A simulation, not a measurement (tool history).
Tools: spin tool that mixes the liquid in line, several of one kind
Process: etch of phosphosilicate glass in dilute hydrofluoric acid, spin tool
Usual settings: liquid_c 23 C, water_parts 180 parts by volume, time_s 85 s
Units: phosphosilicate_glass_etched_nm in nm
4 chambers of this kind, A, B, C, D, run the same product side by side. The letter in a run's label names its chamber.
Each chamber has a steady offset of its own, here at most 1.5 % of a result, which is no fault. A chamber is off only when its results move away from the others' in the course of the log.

| run | hour | liquid_c | water_parts | time_s | read-back film thickness of the phosphosilicate glass reference wafer, read on the same gauge (nm) | phosphosilicate_glass_etched_nm |
|---|---|---|---|---|---|---|
| 1D | 4.8 | 23 | 180 | 85 | 110.03 | 53.428 |
| 2C | 8.1 | 23 | 180 | 85 | 110.02 | 53.842 |
| 3B | 12.8 | 23 | 180 | 85 | 109.96 | 53.697 |
| 4A | 16.6 | 23 | 180 | 85 | 110.02 | 54.856 |
| 5A | 20 | 23 | 180 | 85 | 110 | 54.12 |
| 6B | 26 | 23 | 180 | 85 | 110.02 | 53.961 |
| 7D | 32.4 | 23 | 180 | 85 | 110 | 53.899 |
| 8C | 36.7 | 23 | 180 | 85 | 109.96 | 53.629 |
| 9C | 42 | 23 | 180 | 85 | 109.98 | 54.156 |
| 10A | 46 | 23 | 180 | 85 | 109.98 | 54.001 |
| 11B | 50.7 | 23 | 180 | 85 | 110.06 | 53.375 |
| 12D | 55.7 | 23 | 180 | 85 | 110.03 | 53.802 |
| 13A | 61.6 | 23 | 180 | 85 | 109.96 | 54.925 |
|  | 65.6 | chamber A: hydrofluoric acid flow meter replaced |
| 14C | 65.8 | 23 | 155 | 115 | 109.95 | 86.156 |
| 15D | 72.4 | 23 | 155 | 115 | 110 | 86.719 |
| 16B | 77.8 | 23 | 155 | 115 | 109.96 | 87.117 |
| 17D | 82.3 | 23 | 155 | 115 | 109.99 | 86.481 |
| 18A | 88.7 | 23 | 180 | 85 | 109.99 | 54.468 |
| 19C | 93.3 | 23 | 180 | 85 | 109.98 | 51.439 |
| 20B | 99.2 | 23 | 180 | 85 | 109.97 | 54.286 |
| 21A | 102.2 | 23 | 180 | 85 | 109.97 | 54.754 |
| 22C | 107.7 | 23 | 180 | 85 | 110.05 | 51.348 |
| 23B | 112 | 23 | 180 | 85 | 110.01 | 54.285 |
| 24D | 118.3 | 23 | 180 | 85 | 110.02 | 53.337 |
| 25C | 122.7 | 23 | 105 | 85 | 109.96 | 96.162 |
| 26D | 128.3 | 23 | 105 | 85 | 110 | 101.02 |
| 27A | 132.2 | 23 | 105 | 85 | 109.98 | 100.96 |

Next, every chamber runs the same settings. What will each give?
| 28A | 136.9 | 23 | 145 | 85 |  | ? |
| 28B | 136.9 | 23 | 145 | 85 |  | ? |
| 28C | 136.9 | 23 | 145 | 85 |  | ? |
| 28D | 136.9 | 23 | 145 | 85 |  | ? |

| run | phosphosilicate_glass_etched_nm |
|---|---|
| 28A | 71.179 |
| 28B | 69.626 |
| 28C | 64.838 |
| 28D | 69.203 |
